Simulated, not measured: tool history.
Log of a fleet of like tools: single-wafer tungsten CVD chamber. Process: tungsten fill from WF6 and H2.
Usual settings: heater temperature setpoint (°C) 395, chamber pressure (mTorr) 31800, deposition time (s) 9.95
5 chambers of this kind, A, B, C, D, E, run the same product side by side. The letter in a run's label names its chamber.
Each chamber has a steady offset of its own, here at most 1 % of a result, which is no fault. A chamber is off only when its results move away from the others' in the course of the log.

run,hour,heater temperature setpoint (°C),chamber pressure (mTorr),deposition time (s),"read-back reference wafer on the same gauge, thickness_nm",mean film thickness on the monitor wafer (nm)
1C,6.9,395,31800,9.95,27.501,26.691
2D,13.3,395,31800,9.95,27.496,26.870
3A,18.5,395,31800,9.95,27.486,26.937
4B,23.3,395,31800,9.95,27.512,27.111
5E,28.5,395,31800,9.95,27.494,26.916
6A,35.3,395,31800,9.95,27.518,27.029
7E,42.5,395,31800,9.95,27.484,27.050
8C,47.3,395,31800,9.95,27.463,26.765
9B,54.9,395,31800,9.95,27.473,27.151
10D,58.9,395,31800,9.95,27.489,26.925
11C,66.9,395,31800,9.95,27.473,26.603
12B,75.5,395,31800,9.95,27.514,27.003
13A,83.7,395,31800,9.95,27.525,27.098
# hour 91.7: chamber A: thermocouple changed; heater temperature recalibrated
14D,92.0,395,31800,9.95,27.480,26.792
15E,98.5,384,31800,11.81,27.522,25.896
16A,107.0,384,31800,11.81,27.493,24.869
17E,116.0,384,31800,11.81,27.496,26.145
18B,121.3,384,31800,11.81,27.502,25.975
19D,127.4,384,31800,11.81,27.522,25.770
20C,133.1,395,37800,11.79,27.502,34.345
21C,141.1,395,37800,11.79,27.527,34.586
22A,145.3,395,37800,11.79,27.464,33.202
23D,149.2,395,37800,11.79,27.511,34.831
24E,154.8,395,37800,11.79,27.476,34.639
25B,162.5,395,31800,9.95,27.488,27.008
26D,169.6,395,31800,9.95,27.478,26.805
27E,175.8,395,31800,9.95,27.494,26.807
28A,182.6,395,34600,9.95,27.499,27.136
29B,186.4,395,34600,9.95,27.479,28.348
30C,195.2,395,34600,9.95,27.489,27.805

Is one chamber off against the others, does the gauge drift, or is nothing wrong? If a chamber is off, say which, and what the likeliest cause is.

A service left chamber A off against the others.
Cause: wafer temperature below the value expected at the setpoint (K) = 2.06.

Here are 4 candidates for chamber A's next run, each the usual settings with a change, their results left as question marks. Which one brings its results back in line with what the others give on the usual settings?
In line means no further than this from the other chambers' mean on the usual settings: mean film thickness on the monitor wafer (nm) 0.350
31A-1,201.6,395,32500,9.95,,?
31A-2,201.6,397,31800,9.95,,?
31A-3,201.6,394,31600,9.85,,?
31A-4,201.6,395,31600,9.87,,?

The other chambers' mean on the usual settings: mean film thickness on the monitor wafer (nm) 26.924
run,mean film thickness on the monitor wafer (nm)
31A-1,26.277
31A-2,27.024
31A-3,25.180
31A-4,25.721
31A-2 brings the chamber back in line.
